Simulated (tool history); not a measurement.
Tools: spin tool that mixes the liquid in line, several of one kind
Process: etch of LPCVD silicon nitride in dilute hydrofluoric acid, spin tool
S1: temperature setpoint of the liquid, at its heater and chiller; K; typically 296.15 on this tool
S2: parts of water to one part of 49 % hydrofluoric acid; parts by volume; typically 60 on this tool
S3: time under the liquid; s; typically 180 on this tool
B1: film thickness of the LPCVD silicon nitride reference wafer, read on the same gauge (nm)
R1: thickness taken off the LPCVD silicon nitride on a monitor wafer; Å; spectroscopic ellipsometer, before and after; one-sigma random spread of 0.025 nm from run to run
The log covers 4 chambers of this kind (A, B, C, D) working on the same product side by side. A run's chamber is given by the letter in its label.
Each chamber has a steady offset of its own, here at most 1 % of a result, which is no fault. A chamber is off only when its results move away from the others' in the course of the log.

run 1C hour=6.5 | S1=296.15 S2=60 S3=180 | B1=100.020 | R1=13.6180
run 2D hour=13.0 | S1=296.15 S2=60 S3=180 | B1=99.996 | R1=13.5500
run 3B hour=18.9 | S1=296.15 S2=60 S3=180 | B1=99.985 | R1=13.4130
run 4A hour=25.6 | S1=296.15 S2=60 S3=180 | B1=100.020 | R1=13.3480
run 5B hour=31.5 | S1=296.15 S2=60 S3=180 | B1=99.999 | R1=12.8980
run 6A hour=40.0 | S1=296.15 S2=60 S3=180 | B1=100.010 | R1=13.3880
run 7C hour=44.9 | S1=296.15 S2=60 S3=180 | B1=99.994 | R1=13.0290
run 8D hour=49.2 | S1=296.15 S2=60 S3=180 | B1=100.010 | R1=13.6260
run 9A hour=55.2 | S1=296.15 S2=60 S3=180 | B1=100.000 | R1=13.6030
run 10C hour=60.9 | S1=296.15 S2=60 S3=180 | B1=99.964 | R1=13.4520
run 11B hour=66.5 | S1=296.15 S2=60 S3=180 | B1=99.982 | R1=13.4020
run 12D hour=71.9 | S1=296.15 S2=60 S3=180 | B1=100.000 | R1=13.2790
run 13B hour=80.5 | S1=297.65 S2=60 S3=180 | B1=100.020 | R1=14.3150
run 14C hour=89.4 | S1=297.65 S2=60 S3=180 | B1=99.996 | R1=14.6940
run 15A hour=98.0 | S1=297.65 S2=60 S3=180 | B1=99.997 | R1=14.4550
run 16D hour=107.2 | S1=297.65 S2=60 S3=180 | B1=100.040 | R1=14.6550
run 17B hour=112.2 | S1=296.15 S2=60 S3=180 | B1=100.020 | R1=13.1090
run 18A hour=117.4 | S1=296.15 S2=60 S3=180 | B1=100.020 | R1=13.6280
run 19D hour=126.5 | S1=296.15 S2=60 S3=180 | B1=99.986 | R1=13.0630
run 20C hour=130.7 | S1=296.15 S2=60 S3=180 | B1=99.975 | R1=12.9840
run 21D hour=135.8 | S1=296.15 S2=60 S3=180 | B1=100.030 | R1=13.7330
run 22A hour=145.2 | S1=296.15 S2=60 S3=180 | B1=100.010 | R1=12.7630
run 23C hour=153.6 | S1=296.15 S2=60 S3=180 | B1=99.987 | R1=12.4780
run 24B hour=157.9 | S1=296.15 S2=60 S3=180 | B1=100.000 | R1=13.1800
run 25A hour=165.7 | S1=296.15 S2=60 S3=180 | B1=99.983 | R1=13.4980
run 26B hour=172.4 | S1=296.15 S2=60 S3=180 | B1=100.000 | R1=13.2870
run 27C hour=176.8 | S1=296.15 S2=60 S3=180 | B1=99.985 | R1=12.5820
run 28D hour=184.2 | S1=296.15 S2=60 S3=130 | B1=100.000 | R1=9.4601
run 29D hour=191.7 | S1=296.15 S2=60 S3=130 | B1=100.030 | R1=9.4396
run 30B hour=196.8 | S1=296.15 S2=60 S3=130 | B1=99.994 | R1=9.3972
run 31C hour=204.8 | S1=296.15 S2=60 S3=130 | B1=100.030 | R1=8.9224
run 32A hour=213.6 | S1=296.15 S2=60 S3=180 | B1=99.984 | R1=13.0190
run 33A hour=222.2 | S1=296.15 S2=60 S3=180 | B1=100.010 | R1=13.0170
run 34C hour=228.6 | S1=300.65 S2=60 S3=180 | B1=100.000 | R1=16.5550
run 35D hour=233.0 | S1=300.65 S2=60 S3=180 | B1=99.999 | R1=18.1780
run 36B hour=237.3 | S1=300.65 S2=60 S3=180 | B1=100.020 | R1=17.5270
run 37D hour=241.5 | S1=300.65 S2=60 S3=180 | B1=100.020 | R1=18.1000
run 38B hour=250.2 | S1=296.15 S2=60 S3=180 | B1=100.010 | R1=13.2340
run 39C hour=257.3 | S1=296.15 S2=60 S3=180 | B1=100.030 | R1=11.2820
run 40A hour=261.5 | S1=296.15 S2=60 S3=180 | B1=100.010 | R1=13.7750

Is one chamber off against the others, does the gauge drift, or is nothing wrong? If a chamber is off, say which, and what the likeliest cause is.

One chamber, C, drifts off from the rest bit by bit.
Likeliest cause: liquid colder than its thermometer reads (K) = 2.24.
With only this log, it may be confused with: hydrofluoric acid flow below the setpoint (%).

Chamber C could run next with any of the 4 candidate recipes listed below; each alters the usual settings, and their results appear as question marks. Which one brings its results back in line with what the other chambers deliver on the usual settings?
A result is in line if it is within this distance of the other chambers' mean on the usual settings: R1 0.8700 Å
run 41C-1 hour=268.4 | S1=296.65 S2=55 S3=190 | R1=?
run 41C-2 hour=268.4 | S1=296.15 S2=70 S3=180 | R1=?
run 41C-3 hour=268.4 | S1=296.15 S2=60 S3=235 | R1=?
run 41C-4 hour=268.4 | S1=296.15 S2=80 S3=180 | R1=?

The other chambers' mean on the usual settings: R1 13.3090 Å
run=41C-1 R1=13.5470
run=41C-2 R1=9.7652
run=41C-3 R1=14.8510
run=41C-4 R1=8.5570
The answer is 41C-1, which returns the chamber to within the allowed miss of the others.
